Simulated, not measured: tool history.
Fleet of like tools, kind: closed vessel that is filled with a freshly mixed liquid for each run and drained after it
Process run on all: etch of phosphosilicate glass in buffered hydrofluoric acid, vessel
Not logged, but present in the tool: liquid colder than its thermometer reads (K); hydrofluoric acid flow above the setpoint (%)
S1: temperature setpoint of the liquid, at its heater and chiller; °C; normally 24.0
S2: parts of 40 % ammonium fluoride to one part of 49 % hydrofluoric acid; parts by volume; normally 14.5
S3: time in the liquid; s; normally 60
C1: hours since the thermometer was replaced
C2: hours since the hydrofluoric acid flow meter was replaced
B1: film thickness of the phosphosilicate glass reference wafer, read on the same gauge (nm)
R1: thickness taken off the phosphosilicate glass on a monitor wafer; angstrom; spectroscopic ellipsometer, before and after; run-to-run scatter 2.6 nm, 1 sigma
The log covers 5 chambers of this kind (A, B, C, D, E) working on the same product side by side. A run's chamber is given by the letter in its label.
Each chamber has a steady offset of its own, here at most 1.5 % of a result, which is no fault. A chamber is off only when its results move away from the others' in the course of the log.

{"run": "1B", "hour": 12.8, "S1": 24.0, "S2": 14.5, "S3": 60, "C1": 1153.0, "C2": 789.4, "B1": 59.992, "R1": 4223.3}
{"run": "2A", "hour": 27.4, "S1": 24.0, "S2": 14.5, "S3": 60, "C1": 1625.9, "C2": 487.2, "B1": 59.995, "R1": 4209.0}
{"run": "3D", "hour": 35.2, "S1": 24.0, "S2": 14.5, "S3": 60, "C1": 1287.1, "C2": 1550.6, "B1": 59.987, "R1": 4250.9}
{"hour": 44.3, "done": "chamber B: thermometer replaced"}
{"run": "4E", "hour": 47.2, "S1": 24.0, "S2": 14.5, "S3": 60, "C1": 108.0, "C2": 1108.7, "B1": 60.025, "R1": 4236.2}
{"run": "5C", "hour": 56.3, "S1": 24.0, "S2": 14.5, "S3": 60, "C1": 1850.7, "C2": 399.5, "B1": 60.017, "R1": 4248.0}
{"hour": 58.4, "done": "chamber D: hydrofluoric acid flow meter replaced"}
{"run": "6D", "hour": 66.8, "S1": 24.0, "S2": 14.5, "S3": 60, "C1": 1318.7, "C2": 8.5, "B1": 60.004, "R1": 4221.9}
{"hour": 68.3, "done": "chamber A: thermometer replaced"}
{"run": "7A", "hour": 73.9, "S1": 24.0, "S2": 14.5, "S3": 60, "C1": 5.6, "C2": 533.7, "B1": 60.001, "R1": 4176.5}
{"run": "8C", "hour": 84.3, "S1": 24.0, "S2": 11.5, "S3": 90, "C1": 1878.7, "C2": 427.5, "B1": 60.004, "R1": 7990.5}
{"run": "9E", "hour": 96.3, "S1": 24.0, "S2": 11.5, "S3": 90, "C1": 157.1, "C2": 1157.8, "B1": 59.993, "R1": 7865.6}
{"run": "10B", "hour": 103.8, "S1": 24.0, "S2": 11.5, "S3": 90, "C1": 59.6, "C2": 880.4, "B1": 59.988, "R1": 7955.5}
{"run": "11C", "hour": 116.7, "S1": 24.0, "S2": 11.5, "S3": 90, "C1": 1911.1, "C2": 459.9, "B1": 60.004, "R1": 7964.2}
{"run": "12D", "hour": 131.0, "S1": 24.0, "S2": 11.5, "S3": 90, "C1": 1382.9, "C2": 72.7, "B1": 59.991, "R1": 8031.7}
{"run": "13B", "hour": 140.9, "S1": 24.0, "S2": 14.5, "S3": 60, "C1": 96.7, "C2": 917.5, "B1": 59.981, "R1": 4299.6}
{"run": "14E", "hour": 154.0, "S1": 24.0, "S2": 14.5, "S3": 60, "C1": 214.8, "C2": 1215.5, "B1": 60.001, "R1": 4180.5}
{"run": "15A", "hour": 162.1, "S1": 24.0, "S2": 14.5, "S3": 60, "C1": 93.8, "C2": 621.9, "B1": 60.005, "R1": 4169.1}
{"run": "16E", "hour": 177.1, "S1": 24.0, "S2": 14.5, "S3": 60, "C1": 237.9, "C2": 1238.6, "B1": 60.019, "R1": 4169.5}
{"run": "17B", "hour": 187.3, "S1": 24.0, "S2": 14.5, "S3": 60, "C1": 143.1, "C2": 963.9, "B1": 59.992, "R1": 4245.0}
{"run": "18C", "hour": 197.7, "S1": 22.5, "S2": 14.5, "S3": 30, "C1": 1992.1, "C2": 540.9, "B1": 60.004, "R1": 1961.8}
{"run": "19D", "hour": 207.3, "S1": 22.5, "S2": 14.5, "S3": 30, "C1": 1459.2, "C2": 149.0, "B1": 59.981, "R1": 1925.4}
{"run": "20A", "hour": 217.8, "S1": 22.5, "S2": 14.5, "S3": 30, "C1": 149.5, "C2": 677.6, "B1": 60.003, "R1": 1945.0}
{"run": "21E", "hour": 231.9, "S1": 22.5, "S2": 14.5, "S3": 30, "C1": 292.7, "C2": 1293.4, "B1": 59.998, "R1": 1920.5}
{"run": "22C", "hour": 246.5, "S1": 22.5, "S2": 14.5, "S3": 30, "C1": 2040.9, "C2": 589.7, "B1": 60.004, "R1": 1925.3}
{"run": "23B", "hour": 257.4, "S1": 24.0, "S2": 14.5, "S3": 60, "C1": 213.2, "C2": 1034.0, "B1": 59.99, "R1": 4238.4}
{"run": "24D", "hour": 265.3, "S1": 24.0, "S2": 14.5, "S3": 60, "C1": 1517.2, "C2": 207.0, "B1": 60.001, "R1": 4249.2}
{"run": "25A", "hour": 276.8, "S1": 24.0, "S2": 14.5, "S3": 60, "C1": 208.5, "C2": 736.6, "B1": 60.003, "R1": 4230.4}
{"run": "26D", "hour": 289.1, "S1": 24.0, "S2": 14.5, "S3": 60, "C1": 1541.0, "C2": 230.8, "B1": 59.994, "R1": 4243.0}
{"run": "27E", "hour": 304.0, "S1": 24.0, "S2": 14.5, "S3": 60, "C1": 364.8, "C2": 1365.5, "B1": 60.014, "R1": 4161.0}
{"run": "28A", "hour": 311.7, "S1": 24.0, "S2": 14.5, "S3": 60, "C1": 243.4, "C2": 771.5, "B1": 59.988, "R1": 4227.3}
{"run": "29B", "hour": 322.1, "S1": 24.0, "S2": 14.5, "S3": 60, "C1": 277.9, "C2": 1098.7, "B1": 60.017, "R1": 4238.1}
{"run": "30C", "hour": 336.2, "S1": 21.5, "S2": 14.5, "S3": 60, "C1": 2130.6, "C2": 679.4, "B1": 59.996, "R1": 3727.9}

For the next run the whole fleet of 5 chambers uses the same settings. Give each chamber's results:
{"run": "31A", "hour": 347.0, "S1": 24.0, "S2": 14.5, "S3": 60, "R1": "?"}
{"run": "31B", "hour": 347.0, "S1": 24.0, "S2": 14.5, "S3": 60, "R1": "?"}
{"run": "31C", "hour": 347.0, "S1": 24.0, "S2": 14.5, "S3": 60, "R1": "?"}
{"run": "31D", "hour": 347.0, "S1": 24.0, "S2": 14.5, "S3": 60, "R1": "?"}
{"run": "31E", "hour": 347.0, "S1": 24.0, "S2": 14.5, "S3": 60, "R1": "?"}

run=31A R1=4193.3
run=31B R1=4255.8
run=31C R1=4259.4
run=31D R1=4233.4
run=31E R1=4213.1

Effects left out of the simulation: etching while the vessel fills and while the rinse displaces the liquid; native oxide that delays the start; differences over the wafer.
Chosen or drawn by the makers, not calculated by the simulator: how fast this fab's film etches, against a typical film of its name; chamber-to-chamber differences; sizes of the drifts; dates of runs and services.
